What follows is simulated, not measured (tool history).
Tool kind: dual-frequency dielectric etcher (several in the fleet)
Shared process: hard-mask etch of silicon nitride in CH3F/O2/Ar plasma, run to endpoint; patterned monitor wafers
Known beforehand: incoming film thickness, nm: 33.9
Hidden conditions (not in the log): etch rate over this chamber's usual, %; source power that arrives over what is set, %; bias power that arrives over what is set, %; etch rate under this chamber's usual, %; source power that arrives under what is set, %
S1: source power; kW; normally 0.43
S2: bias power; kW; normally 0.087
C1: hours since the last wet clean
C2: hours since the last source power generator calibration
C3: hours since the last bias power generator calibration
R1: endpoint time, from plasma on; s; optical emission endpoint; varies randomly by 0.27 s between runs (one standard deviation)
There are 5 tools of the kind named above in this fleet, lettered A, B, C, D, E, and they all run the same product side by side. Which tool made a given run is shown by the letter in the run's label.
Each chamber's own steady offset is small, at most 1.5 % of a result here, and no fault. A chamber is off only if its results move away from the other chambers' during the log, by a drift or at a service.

run     day    S1     S2     C1      C2      C3      R1
 1C   0.479  0.43  0.087    406   335.6  1141.2  45.479
 2E   0.958  0.43  0.087  296.2  1382.6   912.5  44.572
 3B   1.233  0.43  0.087  248.9  2125.8  1654.4  45.229
 4A   1.567  0.43  0.087  195.6  2502.5  3451.7  44.875
      1.708  -- chamber E: wet clean of the chamber
 5D   1.892  0.38  0.099  295.5  2662.3  3089.1  44.957
 6E    2.25  0.38  0.099     13  1413.6   943.5   44.91
 7A   2.512  0.38  0.099  218.3  2525.2  3474.4  44.728
 8B   2.767  0.38  0.099  285.7  2162.6  1691.2  44.851
      3.129  -- chamber C: wet clean of the chamber
 9D   3.158  0.38  0.099  325.9  2692.7  3119.5  44.954
10C   3.446  0.49  0.087    7.6   406.8  1212.4  42.773
11D   3.712  0.49  0.087  339.2    2706  3132.8  42.814
12C   4.108  0.49  0.087   23.5   422.7  1228.3  42.488
13B   4.475  0.49  0.087  326.7  2203.6  1732.2  43.339
14E   4.983  0.49  0.087   78.6  1479.2  1009.1  42.895
15A   5.312  0.43  0.087  285.5  2592.4  3541.6  44.974
16B   5.588  0.43  0.087  353.4  2230.3  1758.9  45.082
      6.096  -- chamber D: wet clean of the chamber
17C   6.142  0.43  0.087   72.3   471.5  1277.1  44.713
18E   6.721  0.43  0.087  120.3  1520.9  1050.8  45.127
19A       7  0.43  0.087    326  2632.9  3582.1  44.956
20D   7.479  0.43  0.087   33.2  2796.4  3223.2  44.771
21B   7.775  0.43  0.087  405.9  2282.8  1811.4  44.932
22A   8.117  0.43  0.087  352.8  2659.7  3608.9  44.621
      8.167  -- chamber A: wet clean of the chamber
      8.221  -- chamber B: wet clean of the chamber
23D   8.517  0.43  0.087   58.1  2821.3  3248.1  45.037
24E   8.996  0.49  0.087  174.9  1575.5  1105.4  42.768
25C   9.425  0.49  0.087  151.1   550.3  1355.9  43.087
26A   9.792  0.49  0.087     39  2699.9  3649.1   40.82
27C  10.367  0.49  0.087  173.7   572.9  1378.5  42.074
28B  10.658  0.49  0.087   58.5    2352  1880.6  43.432
29E   11.15  0.43  0.087  226.6  1627.2  1157.1  45.233
30D   11.55  0.43  0.087  130.9  2894.1  3320.9  44.417
31B  12.038  0.43  0.087   91.6  2385.1  1913.7   45.34
32D  12.538  0.43  0.087  154.6  2917.8  3344.6  44.915
33E  12.858  0.34  0.106  267.6  1668.2  1198.1  45.506
34C  13.442  0.34  0.106  247.5   646.7  1452.3  45.606
35A  13.754  0.34  0.106  134.1    2795  3744.2  43.082
36C  14.171  0.34  0.106    265   664.2  1469.8  45.748
37D  14.521  0.34  0.106  202.2  2965.4  3392.2  45.837

For the next run the whole fleet of 5 chambers uses the same settings. Give each chamber's results:
38A  14.942  0.52  0.087               ?
38B  14.942  0.52  0.087               ?
38C  14.942  0.52  0.087               ?
38D  14.942  0.52  0.087               ?
38E  14.942  0.52  0.087               ?

run      R1
38A  39.831
38B  41.729
38C  41.167
38D  41.484
38E  41.588
